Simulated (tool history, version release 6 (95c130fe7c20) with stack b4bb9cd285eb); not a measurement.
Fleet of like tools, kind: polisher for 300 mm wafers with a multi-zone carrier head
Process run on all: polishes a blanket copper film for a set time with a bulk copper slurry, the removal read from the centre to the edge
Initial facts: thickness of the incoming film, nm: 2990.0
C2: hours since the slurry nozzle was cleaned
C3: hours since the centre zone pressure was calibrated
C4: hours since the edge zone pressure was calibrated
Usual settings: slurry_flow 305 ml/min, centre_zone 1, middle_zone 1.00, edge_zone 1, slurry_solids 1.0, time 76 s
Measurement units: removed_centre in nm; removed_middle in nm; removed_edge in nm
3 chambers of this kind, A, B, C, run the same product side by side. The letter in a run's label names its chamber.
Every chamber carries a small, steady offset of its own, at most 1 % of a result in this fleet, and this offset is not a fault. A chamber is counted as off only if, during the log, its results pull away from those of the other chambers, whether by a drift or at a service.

-- hour=4.4 chamber C: worn pad replaced by a new one
run 1A hour=9.2 | slurry_flow=305 centre_zone=1 middle_zone=1.00 edge_zone=1 slurry_solids=1.0 time=76 | wafers_polished_on_this_pad=423 C2=13.2 C3=503.0 C4=189.3 | removed_centre=1087.1 removed_middle=1119.6 removed_edge=1100.9
run 2B hour=18.4 | slurry_flow=305 centre_zone=1 middle_zone=1.00 edge_zone=1 slurry_solids=1.0 time=76 | wafers_polished_on_this_pad=553 C2=433.9 C3=757.9 C4=455.3 | removed_centre=1100.3 removed_middle=1095.2 removed_edge=1086.4
run 3C hour=30.2 | slurry_flow=305 centre_zone=1 middle_zone=1.00 edge_zone=1 slurry_solids=1.0 time=76 | wafers_polished_on_this_pad=179 C2=549.6 C3=450.6 C4=1169.6 | removed_centre=1090.2 removed_middle=1071.1 removed_edge=1103.2
run 4C hour=36.9 | slurry_flow=305 centre_zone=1 middle_zone=1.00 edge_zone=1 slurry_solids=1.0 time=76 | wafers_polished_on_this_pad=225 C2=556.3 C3=457.3 C4=1176.3 | removed_centre=1088.8 removed_middle=1099.9 removed_edge=1121.8
run 5A hour=46.8 | slurry_flow=305 centre_zone=1 middle_zone=1.00 edge_zone=1 slurry_solids=1.0 time=76 | wafers_polished_on_this_pad=684 C2=50.8 C3=540.6 C4=226.9 | removed_centre=1087.2 removed_middle=1096.6 removed_edge=1106.8
run 6B hour=55.1 | slurry_flow=305 centre_zone=1 middle_zone=1.00 edge_zone=1 slurry_solids=1.0 time=76 | wafers_polished_on_this_pad=808 C2=470.6 C3=794.6 C4=492.0 | removed_centre=1085.9 removed_middle=1117.4 removed_edge=1085.0
run 7C hour=61.7 | slurry_flow=305 centre_zone=1 middle_zone=1.00 edge_zone=1 slurry_solids=1.0 time=76 | wafers_polished_on_this_pad=398 C2=581.1 C3=482.1 C4=1201.1 | removed_centre=1101.1 removed_middle=1115.5 removed_edge=1092.8
run 8A hour=68.1 | slurry_flow=305 centre_zone=1 middle_zone=1.00 edge_zone=1 slurry_solids=1.0 time=76 | wafers_polished_on_this_pad=832 C2=72.1 C3=561.9 C4=248.2 | removed_centre=1105.0 removed_middle=1095.6 removed_edge=1100.0
-- hour=69.5 chamber C: slurry nozzle cleaned
run 9B hour=77.1 | slurry_flow=305 centre_zone=1 middle_zone=1.00 edge_zone=1 slurry_solids=1.0 time=76 | wafers_polished_on_this_pad=960 C2=492.6 C3=816.6 C4=514.0 | removed_centre=1097.3 removed_middle=1096.7 removed_edge=1076.4
run 10C hour=84.9 | slurry_flow=305 centre_zone=1 middle_zone=1.00 edge_zone=1 slurry_solids=1.2 time=76 | wafers_polished_on_this_pad=559 C2=15.5 C3=505.3 C4=1224.3 | removed_centre=1134.7 removed_middle=1129.5 removed_edge=1167.5
-- hour=85.1 chamber C: worn pad replaced by a new one
run 11B hour=90.2 | slurry_flow=305 centre_zone=1 middle_zone=1.00 edge_zone=1 slurry_solids=1.2 time=76 | wafers_polished_on_this_pad=1051 C2=505.7 C3=829.7 C4=527.1 | removed_centre=1141.3 removed_middle=1161.1 removed_edge=1158.5
-- hour=91.3 chamber A: worn pad replaced by a new one
run 12A hour=96.5 | slurry_flow=305 centre_zone=1 middle_zone=1.00 edge_zone=1 slurry_solids=1.2 time=76 | wafers_polished_on_this_pad=36 C2=100.5 C3=590.3 C4=276.6 | removed_centre=1151.8 removed_middle=1148.8 removed_edge=1142.6
-- hour=103.2 chamber C: centre zone pressure recalibrated
run 13A hour=106.6 | slurry_flow=305 centre_zone=1 middle_zone=1.00 edge_zone=1 slurry_solids=1.0 time=76 | wafers_polished_on_this_pad=106 C2=110.6 C3=600.4 C4=286.7 | removed_centre=1093.7 removed_middle=1112.0 removed_edge=1116.6
run 14B hour=115.5 | slurry_flow=305 centre_zone=1 middle_zone=1.00 edge_zone=1 slurry_solids=1.0 time=76 | wafers_polished_on_this_pad=1227 C2=531.0 C3=855.0 C4=552.4 | removed_centre=1095.1 removed_middle=1102.9 removed_edge=1089.0
run 15C hour=127.2 | slurry_flow=305 centre_zone=1 middle_zone=1.00 edge_zone=1 slurry_solids=1.0 time=76 | wafers_polished_on_this_pad=292 C2=57.8 C3=24.1 C4=1266.6 | removed_centre=1094.9 removed_middle=1089.0 removed_edge=1099.9
-- hour=132.9 chamber A: centre zone pressure recalibrated
run 16B hour=138.9 | slurry_flow=305 centre_zone=1 middle_zone=1.00 edge_zone=1 slurry_solids=1.0 time=76 | wafers_polished_on_this_pad=1389 C2=554.4 C3=878.4 C4=575.8 | removed_centre=1076.0 removed_middle=1097.3 removed_edge=1098.3
-- hour=148.7 chamber B: worn pad replaced by a new one
run 17C hour=149.3 | slurry_flow=305 centre_zone=1 middle_zone=1.00 edge_zone=1 slurry_solids=1.0 time=76 | wafers_polished_on_this_pad=446 C2=79.9 C3=46.2 C4=1288.7 | removed_centre=1099.1 removed_middle=1091.4 removed_edge=1095.1
run 18A hour=158.7 | slurry_flow=305 centre_zone=1 middle_zone=1.00 edge_zone=1 slurry_solids=1.0 time=76 | wafers_polished_on_this_pad=468 C2=162.7 C3=25.8 C4=338.8 | removed_centre=1025.8 removed_middle=1087.9 removed_edge=1086.5
run 19A hour=168.1 | slurry_flow=305 centre_zone=1 middle_zone=1.00 edge_zone=1 slurry_solids=1.0 time=76 | wafers_polished_on_this_pad=533 C2=172.1 C3=35.2 C4=348.2 | removed_centre=1030.3 removed_middle=1097.4 removed_edge=1117.1
run 20B hour=176.3 | slurry_flow=305 centre_zone=1 middle_zone=1.00 edge_zone=1 slurry_solids=1.0 time=76 | wafers_polished_on_this_pad=192 C2=591.8 C3=915.8 C4=613.2 | removed_centre=1100.4 removed_middle=1083.6 removed_edge=1079.2
-- hour=180.4 chamber C: worn pad replaced by a new one
run 21C hour=185.3 | slurry_flow=305 centre_zone=1 middle_zone=1.00 edge_zone=1 slurry_solids=1.0 time=76 | wafers_polished_on_this_pad=34 C2=115.9 C3=82.2 C4=1324.7 | removed_centre=1099.6 removed_middle=1080.6 removed_edge=1122.3
-- hour=191.6 chamber C: edge zone pressure recalibrated
run 22B hour=194.9 | slurry_flow=340 centre_zone=1 middle_zone=1.00 edge_zone=1 slurry_solids=1.0 time=76 | wafers_polished_on_this_pad=321 C2=610.4 C3=934.4 C4=631.8 | removed_centre=1107.6 removed_middle=1108.7 removed_edge=1086.0
run 23A hour=202.1 | slurry_flow=340 centre_zone=1 middle_zone=1.00 edge_zone=1 slurry_solids=1.0 time=76 | wafers_polished_on_this_pad=770 C2=206.1 C3=69.2 C4=382.2 | removed_centre=1047.2 removed_middle=1106.2 removed_edge=1108.7
run 24C hour=210.6 | slurry_flow=340 centre_zone=1 middle_zone=1.00 edge_zone=1 slurry_solids=1.0 time=76 | wafers_polished_on_this_pad=210 C2=141.2 C3=107.5 C4=19.1 | removed_centre=1112.4 removed_middle=1131.9 removed_edge=1122.7

Does one chamber stand apart from the rest, does the shared gauge drift, or is all well apart from small per-chamber offsets? Give the chamber and the most likely cause, where there is one.

Chamber A has stood off from the others ever since a service on it.
Most likely cause: centre zone's pressure below its setpoint, % = 5.81.

Chamber A could run next with any of the 4 candidate recipes listed below; each alters the usual settings, and their results appear as question marks. Which one brings its results back in line with what the other chambers deliver on the usual settings?
Counts as in line when no further than this from what the other chambers average on the usual settings: removed_centre 23.00 nm; removed_middle 40.0 nm; removed_edge 50.0 nm
run 25A-1 hour=219.4 | slurry_flow=300 centre_zone=0.95 middle_zone=1.01 edge_zone=1.02 slurry_solids=1.0 time=76 | removed_centre=? removed_middle=? removed_edge=?
run 25A-2 hour=219.4 | slurry_flow=305 centre_zone=1.02 middle_zone=1.00 edge_zone=1.00 slurry_solids=1.0 time=76 | removed_centre=? removed_middle=? removed_edge=?
run 25A-3 hour=219.4 | slurry_flow=310 centre_zone=1.05 middle_zone=0.99 edge_zone=0.98 slurry_solids=1.0 time=76 | removed_centre=? removed_middle=? removed_edge=?
run 25A-4 hour=219.4 | slurry_flow=305 centre_zone=0.98 middle_zone=1.00 edge_zone=1.00 slurry_solids=1.0 time=76 | removed_centre=? removed_middle=? removed_edge=?

Other chambers, usual settings, mean: removed_centre 1093.80 nm; removed_middle 1097.5 nm; removed_edge 1098.5 nm
run=25A-1 removed_centre=969.55 removed_middle=1113.1 removed_edge=1103.2
run=25A-2 removed_centre=1051.70 removed_middle=1104.4 removed_edge=1093.1
run=25A-3 removed_centre=1088.00 removed_middle=1095.9 removed_edge=1083.0
run=25A-4 removed_centre=1005.70 removed_middle=1104.7 removed_edge=1093.1
Change 25A-3 lands the chamber within the allowed miss of the other chambers.
